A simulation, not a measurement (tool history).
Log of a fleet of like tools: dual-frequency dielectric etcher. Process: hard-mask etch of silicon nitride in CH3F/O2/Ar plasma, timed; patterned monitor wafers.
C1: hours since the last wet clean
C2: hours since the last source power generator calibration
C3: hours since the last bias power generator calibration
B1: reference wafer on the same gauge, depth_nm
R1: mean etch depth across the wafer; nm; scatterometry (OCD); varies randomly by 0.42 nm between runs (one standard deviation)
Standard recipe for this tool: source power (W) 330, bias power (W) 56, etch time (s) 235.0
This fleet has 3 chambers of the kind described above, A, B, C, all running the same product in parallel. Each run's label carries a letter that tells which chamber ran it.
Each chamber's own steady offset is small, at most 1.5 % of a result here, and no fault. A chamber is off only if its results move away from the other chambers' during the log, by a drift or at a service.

Run 1A, hour 11.4: usual settings; C1 101.0; C2 1614.8; C3 1247.5; B1 168.10. Result: R1 138.680 nm.
Run 2C, hour 18.0: usual settings; C1 310.1; C2 5227.7; C3 463.0; B1 168.03. Result: R1 139.430 nm.
Run 3B, hour 24.8: usual settings; C1 166.6; C2 853.2; C3 476.5; B1 168.03. Result: R1 141.950 nm.
Run 4B, hour 35.8: usual settings; C1 177.6; C2 864.2; C3 487.5; B1 168.17. Result: R1 141.520 nm.
Run 5A, hour 44.4: usual settings; C1 134.0; C2 1647.8; C3 1280.5; B1 167.97. Result: R1 138.600 nm.
Run 6C, hour 55.7: usual settings but bias power (W) 46, etch time (s) 268.5; C1 347.8; C2 5265.4; C3 500.7; B1 168.02. Result: R1 148.550 nm.
Run 7A, hour 64.8: usual settings but bias power (W) 46, etch time (s) 268.5; C1 154.4; C2 1668.2; C3 1300.9; B1 168.07. Result: R1 148.460 nm.
Run 8B, hour 72.9: usual settings but bias power (W) 46, etch time (s) 268.5; C1 214.7; C2 901.3; C3 524.6; B1 167.96. Result: R1 151.310 nm.
Run 9C, hour 81.0: usual settings; C1 373.1; C2 5290.7; C3 526.0; B1 168.12. Result: R1 138.770 nm.
Run 10C, hour 88.9: usual settings; C1 381.0; C2 5298.6; C3 533.9; B1 167.98. Result: R1 139.110 nm.
Run 11B, hour 97.8: usual settings; C1 239.6; C2 926.2; C3 549.5; B1 168.15. Result: R1 142.050 nm.
Run 12A, hour 103.3: usual settings; C1 192.9; C2 1706.7; C3 1339.4; B1 167.99. Result: R1 138.710 nm.
Run 13C, hour 110.2: usual settings but source power (W) 290, etch time (s) 177.0; C1 402.3; C2 5319.9; C3 555.2; B1 167.94. Result: R1 99.838 nm.
Run 14B, hour 118.5: usual settings but source power (W) 290, etch time (s) 177.0; C1 260.3; C2 946.9; C3 570.2; B1 167.93. Result: R1 100.970 nm.
Run 15A, hour 125.4: usual settings but source power (W) 290, etch time (s) 177.0; C1 215.0; C2 1728.8; C3 1361.5; B1 167.94. Result: R1 99.413 nm.
Run 16C, hour 135.9: usual settings; C1 428.0; C2 5345.6; C3 580.9; B1 167.91. Result: R1 138.990 nm.
Run 17A, hour 146.6: usual settings; C1 236.2; C2 1750.0; C3 1382.7; B1 167.98. Result: R1 138.760 nm.
Run 18B, hour 156.3: usual settings; C1 298.1; C2 984.7; C3 608.0; B1 168.01. Result: R1 140.990 nm.
Run 19B, hour 163.1: usual settings; C1 304.9; C2 991.5; C3 614.8; B1 168.07. Result: R1 140.900 nm.
Run 20C, hour 171.9: usual settings; C1 464.0; C2 5381.6; C3 616.9; B1 167.86. Result: R1 139.520 nm.
Run 21A, hour 179.3: usual settings but bias power (W) 61, etch time (s) 281.5; C1 268.9; C2 1782.7; C3 1415.4; B1 167.91. Result: R1 170.310 nm.
Run 22A, hour 186.5: usual settings but bias power (W) 61, etch time (s) 281.5; C1 276.1; C2 1789.9; C3 1422.6; B1 168.04. Result: R1 171.700 nm.
At hour 193.2: chamber C: wet clean of the chamber.
Run 23C, hour 198.0: usual settings but bias power (W) 61, etch time (s) 281.5; C1 4.9; C2 5407.7; C3 643.0; B1 167.97. Result: R1 171.250 nm.
Run 24B, hour 203.3: usual settings; C1 345.1; C2 1031.7; C3 655.0; B1 168.01. Result: R1 140.870 nm.
Run 25B, hour 211.7: usual settings; C1 353.5; C2 1040.1; C3 663.4; B1 168.00. Result: R1 140.870 nm.
Run 26A, hour 219.4: usual settings; C1 309.0; C2 1822.8; C3 1455.5; B1 168.01. Result: R1 138.370 nm.
At hour 223.7: chamber C: source power generator calibrated.
Run 27C, hour 229.5: usual settings; C1 36.4; C2 5.9; C3 674.5; B1 168.10. Result: R1 139.170 nm.
Run 28B, hour 237.8: usual settings but bias power (W) 45; C1 379.6; C2 1066.2; C3 689.5; B1 168.13. Result: R1 131.880 nm.
Run 29A, hour 247.3: usual settings but bias power (W) 45; C1 336.9; C2 1850.7; C3 1483.4; B1 167.89. Result: R1 129.050 nm.
Run 30C, hour 253.8: usual settings but bias power (W) 45; C1 60.7; C2 30.2; C3 698.8; B1 167.98. Result: R1 129.540 nm.
Run 31C, hour 264.1: usual settings; C1 71.0; C2 40.5; C3 709.1; B1 168.12. Result: R1 139.260 nm.
Run 32A, hour 273.6: usual settings; C1 363.2; C2 1877.0; C3 1509.7; B1 168.14. Result: R1 139.140 nm.

One chamber off, gauge drift, or nothing amiss beyond the chambers' own small offsets? If it is a chamber, which one, and what is the likeliest cause?

No chamber stands off beyond its own small offset, and the gauge holds steady.

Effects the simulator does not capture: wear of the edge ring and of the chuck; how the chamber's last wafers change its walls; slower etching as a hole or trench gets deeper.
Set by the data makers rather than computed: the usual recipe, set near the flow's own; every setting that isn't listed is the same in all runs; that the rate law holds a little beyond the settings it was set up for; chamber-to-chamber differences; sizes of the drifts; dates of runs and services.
